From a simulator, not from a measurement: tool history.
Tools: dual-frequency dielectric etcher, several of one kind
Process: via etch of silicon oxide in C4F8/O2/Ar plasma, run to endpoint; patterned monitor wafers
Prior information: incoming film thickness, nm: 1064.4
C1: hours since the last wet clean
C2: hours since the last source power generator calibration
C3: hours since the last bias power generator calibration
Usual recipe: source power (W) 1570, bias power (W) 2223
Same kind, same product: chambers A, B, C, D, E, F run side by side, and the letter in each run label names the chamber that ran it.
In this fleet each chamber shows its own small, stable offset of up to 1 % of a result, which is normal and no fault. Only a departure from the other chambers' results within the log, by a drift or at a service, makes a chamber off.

Run 1C, hour 11.1: usual settings; C1 237.9; C2 2064.9; C3 2196.8. Result: endpoint time (s) 222.63.
Run 2D, hour 23.8: usual settings; C1 141.7; C2 430.5; C3 2231.9. Result: endpoint time (s) 223.88.
At hour 33.8: chamber F: source power generator calibrated.
Run 3F, hour 34.6: usual settings; C1 614.1; C2 0.9; C3 1781.9. Result: endpoint time (s) 223.79.
Run 4E, hour 48.3: usual settings; C1 284.7; C2 544.2; C3 2786.2. Result: endpoint time (s) 221.03.
Run 5B, hour 62.2: usual settings; C1 382.3; C2 3223.5; C3 148.2. Result: endpoint time (s) 225.15.
At hour 66.6: chamber F: wet clean of the chamber.
Run 6A, hour 73.3: usual settings; C1 270.4; C2 475.1; C3 1224.3. Result: endpoint time (s) 225.02.
Run 7A, hour 81.8: usual settings but source power (W) 1240; C1 278.9; C2 483.6; C3 1232.8. Result: endpoint time (s) 246.31.
At hour 84.5: chamber B: wet clean of the chamber.
Run 8B, hour 88.8: usual settings but source power (W) 1240; C1 4.4; C2 3250.1; C3 174.8. Result: endpoint time (s) 244.42.
Run 9E, hour 97.5: usual settings but source power (W) 1240; C1 333.9; C2 593.4; C3 2835.4. Result: endpoint time (s) 243.11.
Run 10D, hour 111.8: usual settings but source power (W) 1240; C1 229.7; C2 518.5; C3 2319.9. Result: endpoint time (s) 244.55.
Run 11C, hour 123.8: usual settings but source power (W) 1240; C1 350.6; C2 2177.6; C3 2309.5. Result: endpoint time (s) 248.5.
Run 12F, hour 131: usual settings but source power (W) 1240; C1 64.5; C2 97.3; C3 1878.3. Result: endpoint time (s) 243.33.
Run 13C, hour 142: usual settings; C1 368.8; C2 2195.8; C3 2327.7. Result: endpoint time (s) 227.23.
At hour 151: chamber C: wet clean of the chamber.
Run 14E, hour 153: usual settings; C1 389.4; C2 648.9; C3 2890.9. Result: endpoint time (s) 217.38.
Run 15F, hour 167.6: usual settings but source power (W) 1850, bias power (W) 1898; C1 101.1; C2 133.9; C3 1914.9. Result: endpoint time (s) 217.02.
Run 16B, hour 178: usual settings but source power (W) 1850, bias power (W) 1898; C1 93.6; C2 3339.3; C3 264. Result: endpoint time (s) 219.5.
Run 17A, hour 188.9: usual settings but source power (W) 1850, bias power (W) 1898; C1 386; C2 590.7; C3 1339.9. Result: endpoint time (s) 221.56.
Run 18D, hour 201.4: usual settings but source power (W) 1850, bias power (W) 1898; C1 319.3; C2 608.1; C3 2409.5. Result: endpoint time (s) 218.2.
Run 19A, hour 215.9: usual settings but source power (W) 1850, bias power (W) 1898; C1 413; C2 617.7; C3 1366.9. Result: endpoint time (s) 217.93.
Run 20B, hour 224.5: usual settings but source power (W) 1850, bias power (W) 1898; C1 140.1; C2 3385.8; C3 310.5. Result: endpoint time (s) 217.77.
Run 21D, hour 236.6: usual settings; C1 354.5; C2 643.3; C3 2444.7. Result: endpoint time (s) 225.35.
Run 22E, hour 246.5: usual settings; C1 482.9; C2 742.4; C3 2984.4. Result: endpoint time (s) 216.
At hour 256.6: chamber A: wet clean of the chamber.
Run 23F, hour 259.5: usual settings; C1 193; C2 225.8; C3 2006.8. Result: endpoint time (s) 224.88.
Run 24C, hour 273.8: usual settings but source power (W) 1320, bias power (W) 2686; C1 122.9; C2 2327.6; C3 2459.5. Result: endpoint time (s) 230.32.
Run 25E, hour 285.9: usual settings but source power (W) 1320, bias power (W) 2686; C1 522.3; C2 781.8; C3 3023.8. Result: endpoint time (s) 218.66.
Run 26B, hour 295: usual settings but source power (W) 1320, bias power (W) 2686; C1 210.6; C2 3456.3; C3 381. Result: endpoint time (s) 224.85.
Run 27F, hour 301.9: usual settings but source power (W) 1320, bias power (W) 2686; C1 235.4; C2 268.2; C3 2049.2. Result: endpoint time (s) 227.27.
At hour 311.6: chamber D: wet clean of the chamber.
Run 28D, hour 316.7: usual settings but source power (W) 1320, bias power (W) 2686; C1 5.1; C2 723.4; C3 2524.8. Result: endpoint time (s) 229.41.
Run 29C, hour 331: usual settings but source power (W) 1320, bias power (W) 2686; C1 180.1; C2 2384.8; C3 2516.7. Result: endpoint time (s) 228.09.
Run 30A, hour 345.8: usual settings; C1 89.2; C2 747.6; C3 1496.8. Result: endpoint time (s) 223.21.
Run 31E, hour 353.4: usual settings; C1 589.8; C2 849.3; C3 3091.3. Result: endpoint time (s) 212.84.
Run 32D, hour 359.9: usual settings but bias power (W) 2763; C1 48.3; C2 766.6; C3 2568. Result: endpoint time (s) 210.24.
Run 33C, hour 373.6: usual settings but bias power (W) 2763; C1 222.7; C2 2427.4; C3 2559.3. Result: endpoint time (s) 211.18.
Run 34B, hour 387.6: usual settings but bias power (W) 2763; C1 303.2; C2 3548.9; C3 473.6. Result: endpoint time (s) 208.98.
Run 35F, hour 398.1: usual settings but bias power (W) 2763; C1 331.6; C2 364.4; C3 2145.4. Result: endpoint time (s) 210.01.
Run 36A, hour 410.6: usual settings but bias power (W) 2763; C1 154; C2 812.4; C3 1561.6. Result: endpoint time (s) 212.38.

Next, every chamber runs the same settings. What will each give?
Run 37A, hour 421.2: usual settings. Result: endpoint time (s) ?.
Run 37B, hour 421.2: usual settings. Result: endpoint time (s) ?.
Run 37C, hour 421.2: usual settings. Result: endpoint time (s) ?.
Run 37D, hour 421.2: usual settings. Result: endpoint time (s) ?.
Run 37E, hour 421.2: usual settings. Result: endpoint time (s) ?.
Run 37F, hour 421.2: usual settings. Result: endpoint time (s) ?.

run  endpoint time (s)
37A             225.32
37B             224.81
37C             227.21
37D              223.6
37E             211.14
37F             225.76

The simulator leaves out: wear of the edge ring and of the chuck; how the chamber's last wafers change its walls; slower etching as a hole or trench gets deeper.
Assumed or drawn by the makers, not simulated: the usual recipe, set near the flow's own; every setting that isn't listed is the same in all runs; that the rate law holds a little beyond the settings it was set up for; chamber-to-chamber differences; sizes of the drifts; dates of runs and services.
